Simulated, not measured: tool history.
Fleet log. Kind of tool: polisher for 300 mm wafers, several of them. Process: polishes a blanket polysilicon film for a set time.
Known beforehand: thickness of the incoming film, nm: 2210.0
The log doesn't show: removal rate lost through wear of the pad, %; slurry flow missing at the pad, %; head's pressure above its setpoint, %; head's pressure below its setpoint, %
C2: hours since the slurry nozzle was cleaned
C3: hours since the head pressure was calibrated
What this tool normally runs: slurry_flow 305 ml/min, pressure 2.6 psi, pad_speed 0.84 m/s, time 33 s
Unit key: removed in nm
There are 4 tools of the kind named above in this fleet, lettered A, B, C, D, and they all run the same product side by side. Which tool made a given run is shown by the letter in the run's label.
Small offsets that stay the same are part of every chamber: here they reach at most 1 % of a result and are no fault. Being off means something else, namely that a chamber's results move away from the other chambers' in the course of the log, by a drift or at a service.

{"hour": 2.4, "done": "chamber B: worn pad replaced by a new one"}
{"run": "1C", "hour": 6.4, "slurry_flow": 305, "pressure": 2.6, "pad_speed": 0.84, "time": 33, "wafers polished on this pad": 540, "C2": 588.9, "C3": 313.4, "removed": 223.98}
{"run": "2D", "hour": 13.9, "slurry_flow": 305, "pressure": 2.6, "pad_speed": 0.84, "time": 33, "wafers polished on this pad": 284, "C2": 29.3, "C3": 437.7, "removed": 225.13}
{"run": "3A", "hour": 20.9, "slurry_flow": 305, "pressure": 2.6, "pad_speed": 0.84, "time": 33, "wafers polished on this pad": 422, "C2": 578.6, "C3": 366.8, "removed": 229.39}
{"run": "4B", "hour": 26.8, "slurry_flow": 305, "pressure": 2.6, "pad_speed": 0.84, "time": 33, "wafers polished on this pad": 197, "C2": 527.3, "C3": 713.2, "removed": 226.85}
{"run": "5A", "hour": 35.0, "slurry_flow": 305, "pressure": 2.6, "pad_speed": 0.84, "time": 33, "wafers polished on this pad": 536, "C2": 592.7, "C3": 380.9, "removed": 226.63}
{"hour": 45.5, "done": "chamber A: head pressure recalibrated"}
{"run": "6C", "hour": 45.7, "slurry_flow": 305, "pressure": 2.6, "pad_speed": 1.12, "time": 44, "wafers polished on this pad": 857, "C2": 628.2, "C3": 352.7, "removed": 392.67}
{"run": "7B", "hour": 52.3, "slurry_flow": 305, "pressure": 2.6, "pad_speed": 1.12, "time": 44, "wafers polished on this pad": 403, "C2": 552.8, "C3": 738.7, "removed": 401.08}
{"run": "8D", "hour": 60.8, "slurry_flow": 305, "pressure": 2.6, "pad_speed": 1.12, "time": 44, "wafers polished on this pad": 663, "C2": 76.2, "C3": 484.6, "removed": 405.62}
{"run": "9A", "hour": 68.1, "slurry_flow": 305, "pressure": 2.6, "pad_speed": 1.12, "time": 44, "wafers polished on this pad": 803, "C2": 625.8, "C3": 22.6, "removed": 405.23}
{"run": "10C", "hour": 74.1, "slurry_flow": 305, "pressure": 2.6, "pad_speed": 0.84, "time": 33, "wafers polished on this pad": 1086, "C2": 656.6, "C3": 381.1, "removed": 227.57}
{"hour": 76.7, "done": "chamber D: worn pad replaced by a new one"}
{"run": "11B", "hour": 84.1, "slurry_flow": 305, "pressure": 2.6, "pad_speed": 0.84, "time": 33, "wafers polished on this pad": 659, "C2": 584.6, "C3": 770.5, "removed": 229.06}
{"hour": 88.4, "done": "chamber C: worn pad replaced by a new one"}
{"run": "12D", "hour": 94.2, "slurry_flow": 305, "pressure": 2.6, "pad_speed": 0.84, "time": 33, "wafers polished on this pad": 142, "C2": 109.6, "C3": 518, "removed": 228.2}
{"hour": 97.6, "done": "chamber A: worn pad replaced by a new one"}
{"run": "13C", "hour": 102.5, "slurry_flow": 305, "pressure": 2.6, "pad_speed": 0.84, "time": 33, "wafers polished on this pad": 114, "C2": 685, "C3": 409.5, "removed": 225.46}
{"run": "14B", "hour": 108.8, "slurry_flow": 305, "pressure": 2.6, "pad_speed": 0.84, "time": 33, "wafers polished on this pad": 859, "C2": 609.3, "C3": 795.2, "removed": 224.92}
{"run": "15D", "hour": 114.3, "slurry_flow": 305, "pressure": 2.6, "pad_speed": 0.84, "time": 33, "wafers polished on this pad": 304, "C2": 129.7, "C3": 538.1, "removed": 233.69}
{"run": "16A", "hour": 125.3, "slurry_flow": 305, "pressure": 2.6, "pad_speed": 0.84, "time": 33, "wafers polished on this pad": 223, "C2": 683, "C3": 79.8, "removed": 224.44}
{"hour": 128.1, "done": "chamber B: worn pad replaced by a new one"}
{"run": "17A", "hour": 136.2, "slurry_flow": 305, "pressure": 2.6, "pad_speed": 0.84, "time": 33, "wafers polished on this pad": 311, "C2": 693.9, "C3": 90.7, "removed": 232}
{"run": "18C", "hour": 146.0, "slurry_flow": 305, "pressure": 2.6, "pad_speed": 0.84, "time": 33, "wafers polished on this pad": 465, "C2": 728.5, "C3": 453, "removed": 221.33}
{"run": "19B", "hour": 154.4, "slurry_flow": 305, "pressure": 2.6, "pad_speed": 0.84, "time": 33, "wafers polished on this pad": 212, "C2": 654.9, "C3": 840.8, "removed": 217.06}
{"run": "20D", "hour": 162.6, "slurry_flow": 305, "pressure": 2.6, "pad_speed": 0.84, "time": 33, "wafers polished on this pad": 694, "C2": 178, "C3": 586.4, "removed": 227.54}
{"run": "21D", "hour": 167.4, "slurry_flow": 305, "pressure": 2.6, "pad_speed": 0.84, "time": 33, "wafers polished on this pad": 732, "C2": 182.8, "C3": 591.2, "removed": 227.62}
{"hour": 169.9, "done": "chamber C: slurry nozzle cleaned"}
{"run": "22A", "hour": 172.7, "slurry_flow": 305, "pressure": 2.6, "pad_speed": 0.84, "time": 33, "wafers polished on this pad": 606, "C2": 730.4, "C3": 127.2, "removed": 232.72}
{"hour": 179.9, "done": "chamber D: worn pad replaced by a new one"}
{"run": "23B", "hour": 181.0, "slurry_flow": 305, "pressure": 2.6, "pad_speed": 0.84, "time": 33, "wafers polished on this pad": 427, "C2": 681.5, "C3": 867.4, "removed": 210.8}
{"run": "24C", "hour": 185.8, "slurry_flow": 305, "pressure": 2.6, "pad_speed": 0.84, "time": 33, "wafers polished on this pad": 786, "C2": 15.9, "C3": 492.8, "removed": 224.01}
{"run": "25C", "hour": 195.3, "slurry_flow": 305, "pressure": 2.6, "pad_speed": 0.84, "time": 33, "wafers polished on this pad": 863, "C2": 25.4, "C3": 502.3, "removed": 224.87}
{"run": "26B", "hour": 202.8, "slurry_flow": 305, "pressure": 2.6, "pad_speed": 0.84, "time": 33, "wafers polished on this pad": 603, "C2": 703.3, "C3": 889.2, "removed": 211.11}
{"hour": 209.7, "done": "chamber A: slurry nozzle cleaned"}
{"run": "27D", "hour": 210.1, "slurry_flow": 305, "pressure": 2.6, "pad_speed": 0.84, "time": 33, "wafers polished on this pad": 244, "C2": 225.5, "C3": 633.9, "removed": 227.08}
{"run": "28A", "hour": 218.6, "slurry_flow": 305, "pressure": 2.6, "pad_speed": 0.84, "time": 33, "wafers polished on this pad": 976, "C2": 8.9, "C3": 173.1, "removed": 227.65}
{"run": "29C", "hour": 226.8, "slurry_flow": 305, "pressure": 2.6, "pad_speed": 0.84, "time": 33, "wafers polished on this pad": 1117, "C2": 56.9, "C3": 533.8, "removed": 221.6}
{"run": "30D", "hour": 232.5, "slurry_flow": 395, "pressure": 2.6, "pad_speed": 0.84, "time": 33, "wafers polished on this pad": 424, "C2": 247.9, "C3": 656.3, "removed": 231.27}
{"hour": 234.8, "done": "chamber C: head pressure recalibrated"}
{"hour": 239.2, "done": "chamber C: worn pad replaced by a new one"}
{"run": "31B", "hour": 239.2, "slurry_flow": 395, "pressure": 2.6, "pad_speed": 0.84, "time": 33, "wafers polished on this pad": 896, "C2": 739.7, "C3": 925.6, "removed": 211.16}
{"run": "32A", "hour": 247.6, "slurry_flow": 395, "pressure": 2.6, "pad_speed": 0.84, "time": 33, "wafers polished on this pad": 1211, "C2": 37.9, "C3": 202.1, "removed": 233.92}
{"run": "33D", "hour": 253.8, "slurry_flow": 395, "pressure": 2.6, "pad_speed": 0.84, "time": 33, "wafers polished on this pad": 596, "C2": 269.2, "C3": 677.6, "removed": 233.29}
{"run": "34C", "hour": 261.8, "slurry_flow": 305, "pressure": 2.6, "pad_speed": 0.84, "time": 33, "wafers polished on this pad": 183, "C2": 91.9, "C3": 27, "removed": 223.09}

All 4 chambers run these settings next. Forecast each chamber's results:
{"run": "35A", "hour": 269.7, "slurry_flow": 305, "pressure": 2.6, "pad_speed": 0.84, "time": 33, "removed": "?"}
{"run": "35B", "hour": 269.7, "slurry_flow": 305, "pressure": 2.6, "pad_speed": 0.84, "time": 33, "removed": "?"}
{"run": "35C", "hour": 269.7, "slurry_flow": 305, "pressure": 2.6, "pad_speed": 0.84, "time": 33, "removed": "?"}
{"run": "35D", "hour": 269.7, "slurry_flow": 305, "pressure": 2.6, "pad_speed": 0.84, "time": 33, "removed": "?"}

run=35A removed=226.88
run=35B removed=202.63
run=35C removed=225.67
run=35D removed=226.49

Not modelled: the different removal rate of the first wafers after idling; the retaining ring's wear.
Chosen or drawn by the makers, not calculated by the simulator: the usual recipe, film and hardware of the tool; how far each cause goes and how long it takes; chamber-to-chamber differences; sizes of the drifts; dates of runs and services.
